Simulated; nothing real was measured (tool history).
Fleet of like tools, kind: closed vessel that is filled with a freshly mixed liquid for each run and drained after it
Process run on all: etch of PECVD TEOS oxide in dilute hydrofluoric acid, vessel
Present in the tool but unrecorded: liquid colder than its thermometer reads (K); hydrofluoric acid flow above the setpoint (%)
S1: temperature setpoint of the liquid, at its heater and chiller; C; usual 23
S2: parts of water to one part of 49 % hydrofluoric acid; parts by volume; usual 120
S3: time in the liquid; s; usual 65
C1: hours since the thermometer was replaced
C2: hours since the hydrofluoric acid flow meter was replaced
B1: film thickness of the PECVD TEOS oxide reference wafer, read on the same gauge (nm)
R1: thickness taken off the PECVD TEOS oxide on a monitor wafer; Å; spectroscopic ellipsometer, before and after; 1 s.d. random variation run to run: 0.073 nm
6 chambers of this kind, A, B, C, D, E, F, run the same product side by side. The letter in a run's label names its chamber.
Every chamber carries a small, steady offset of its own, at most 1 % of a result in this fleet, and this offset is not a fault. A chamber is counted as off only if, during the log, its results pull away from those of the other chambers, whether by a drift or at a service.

run	hour	S1	S2	S3	C1	C2	B1	R1
1A	5.3	23	120	65	375.7	1239.6	140.00	116.610
2C	11.2	23	120	65	2476.6	438.4	139.99	115.920
3B	16.7	23	120	65	1057.1	21.4	139.99	115.210
4F	21.6	23	120	65	939.6	523.7	140.02	115.380
5D	28.5	23	120	65	1687.2	491.2	140.01	115.010
6E	32.8	23	120	65	2507.1	436.2	140.00	115.740
7A	38.2	23	120	65	408.6	1272.5	140.00	117.080
8D	44.0	23	120	65	1702.7	506.7	139.97	116.490
9F	49.3	23	150	40	967.3	551.4	140.02	54.710
10C	53.0	23	150	40	2518.4	480.2	139.99	54.893
# hour 60.5: chamber C: thermometer replaced
11E	61.2	23	150	40	2535.5	464.6	140.00	54.908
12B	65.4	23	150	40	1105.8	70.1	140.00	54.997
13B	69.0	23	150	40	1109.4	73.7	140.02	54.739
14D	73.1	23	150	40	1731.8	535.8	139.99	54.760
15F	80.4	23	75	65	998.4	582.5	140.00	197.910
16A	84.8	23	75	65	455.2	1319.1	140.02	195.390
17E	89.9	23	75	65	2564.2	493.3	140.00	194.650
18C	94.3	23	75	65	33.9	521.5	140.02	194.140
19D	98.8	23	75	65	1757.5	561.5	139.99	197.420
20A	102.8	23	75	65	473.2	1337.1	139.98	194.500
21E	107.0	23	120	65	2581.3	510.4	139.98	116.090
22C	112.4	23	175	45	52.0	539.6	139.97	51.791
23B	116.9	23	175	45	1157.3	121.6	140.01	52.097
24F	121.9	23	175	45	1039.9	624.0	140.00	51.795
25F	128.2	23	175	45	1046.2	630.3	139.97	51.369
26B	131.9	23	175	45	1172.3	136.6	140.02	51.928
27E	140.0	23	175	45	2614.3	543.4	140.00	51.847
28A	146.6	23	120	65	517.0	1380.9	140.02	118.290
29D	152.1	23	120	65	1810.8	614.8	139.97	116.380
30C	157.9	23	120	65	97.5	585.1	140.02	116.780
31A	162.2	23	120	65	532.6	1396.5	139.98	117.100
32B	165.8	23	120	65	1206.2	170.5	140.00	114.790
33F	173.1	23	100	65	1091.1	675.2	140.02	141.380
34D	179.6	23	100	65	1838.3	642.3	139.97	142.580
35C	187.1	23	100	65	126.7	614.3	140.01	142.040
36E	192.7	23	100	65	2667.0	596.1	140.02	142.110
37C	199.9	23	100	65	139.5	627.1	139.99	143.720

What goes on in this fleet: one chamber off, a drifting gauge, or nothing beyond the chambers' own small offsets? Name the chamber and the cause, if any.

Nothing is wrong: each chamber keeps only its own small, steady offset and the gauge holds still.
